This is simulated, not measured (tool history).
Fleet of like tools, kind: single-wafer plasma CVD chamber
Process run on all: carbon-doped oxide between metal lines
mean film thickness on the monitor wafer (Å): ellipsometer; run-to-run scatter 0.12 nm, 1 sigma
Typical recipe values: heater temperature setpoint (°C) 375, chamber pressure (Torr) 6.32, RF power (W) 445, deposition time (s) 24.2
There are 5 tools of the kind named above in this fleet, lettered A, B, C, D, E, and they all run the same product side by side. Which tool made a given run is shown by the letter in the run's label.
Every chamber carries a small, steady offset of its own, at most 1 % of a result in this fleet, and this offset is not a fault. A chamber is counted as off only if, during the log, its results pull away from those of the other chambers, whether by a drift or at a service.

run   hour  heater temperature setpoint (°C)  chamber pressure (Torr)  RF power (W)  deposition time (s)  read-back reference wafer on the same gauge, thickness_nm  mean film thickness on the monitor wafer (Å)
 1E    5.4                               375                     6.32           445                 24.2                                                        105                                        1105.7
 2B   11.7                               375                     6.32           445                 24.2                                                     105.01                                        1116.5
 3C   19.4                               375                     6.32           445                 24.2                                                     104.97                                        1113.5
 4D   26.5                               375                     6.32           445                 24.2                                                     104.94                                        1107.4
 5A   35.8                               375                     6.32           445                 24.2                                                     104.95                                        1104.6
 6B   42.8                               375                     6.32           370                 24.2                                                     104.94                                        968.28
 7C   48.8                               375                     6.32           370                 24.2                                                     104.88                                        975.93
 8D     56                               375                     6.32           370                 24.2                                                     104.91                                        961.48
 9A   60.5                               375                     6.32           370                 24.2                                                     104.88                                        957.95
10E   69.6                               375                     6.32           370                 24.2                                                     104.86                                        962.03
11E   75.4                               375                     6.32           445                 24.2                                                     104.84                                        1103.8
12B   83.5                               375                     6.32           445                 24.2                                                     104.84                                        1112.7
13D   89.9                               375                     6.32           445                 24.2                                                     104.82                                        1105.2
14C     99                               375                     6.32           445                 24.2                                                     104.85                                        1112.8
15A  104.4                               375                     6.32           445                 24.2                                                     104.83                                        1104.3
16D    113                               375                     6.32           445                 24.2                                                     104.78                                        1104.9
17E  122.4                               375                     6.32           445                 24.2                                                     104.77                                        1103.8
     127.7  -- chamber B: thermocouple changed; heater temperature recalibrated
18B  130.6                               375                     6.32           445                 24.2                                                     104.79                                        1112.8
19A  137.8                               386                     6.32           445                 26.4                                                     104.76                                        1174.7
20C  146.7                               386                     6.32           445                 26.4                                                     104.73                                        1183.1
21A    154                               386                     6.32           445                 26.4                                                      104.7                                        1173.8
22B  159.4                               386                     6.32           445                 26.4                                                     104.69                                        1187.3
23D    166                               386                     6.32           445                 26.4                                                     104.71                                          1177
24C  175.3                               375                     6.32           445                 24.2                                                     104.66                                        1111.2
25E  182.9                               375                     6.32           445                 24.2                                                     104.68                                          1101
26A  190.3                               375                     6.32           445                 24.2                                                     104.63                                        1102.6
27B  196.7                               375                     6.32           445                 24.2                                                     104.64                                          1111
28C  205.6                               375                     6.32           445                 24.2                                                     104.61                                        1108.7
29D    213                               375                     6.32           445                 24.2                                                     104.59                                        1104.7
30E  219.2                               375                     6.32           445                 24.2                                                     104.56                                        1099.8
31C  227.8                               375                     6.32           385                 24.2                                                     104.59                                        1000.4
32A  235.3                               375                     6.32           385                 24.2                                                     104.57                                        984.76
33D  241.4                               375                     6.32           385                 24.2                                                     104.56                                        989.26
34E  250.6                               375                     6.32           385                 24.2                                                     104.54                                        989.88

One chamber off, gauge drift, or nothing amiss beyond the chambers' own small offsets? If it is a chamber, which one, and what is the likeliest cause?

No chamber is off; the gauge reading every chamber's wafers drifts, which makes the whole fleet appear to move together.
Likeliest cause: gauge reads low (%) = 0.443.
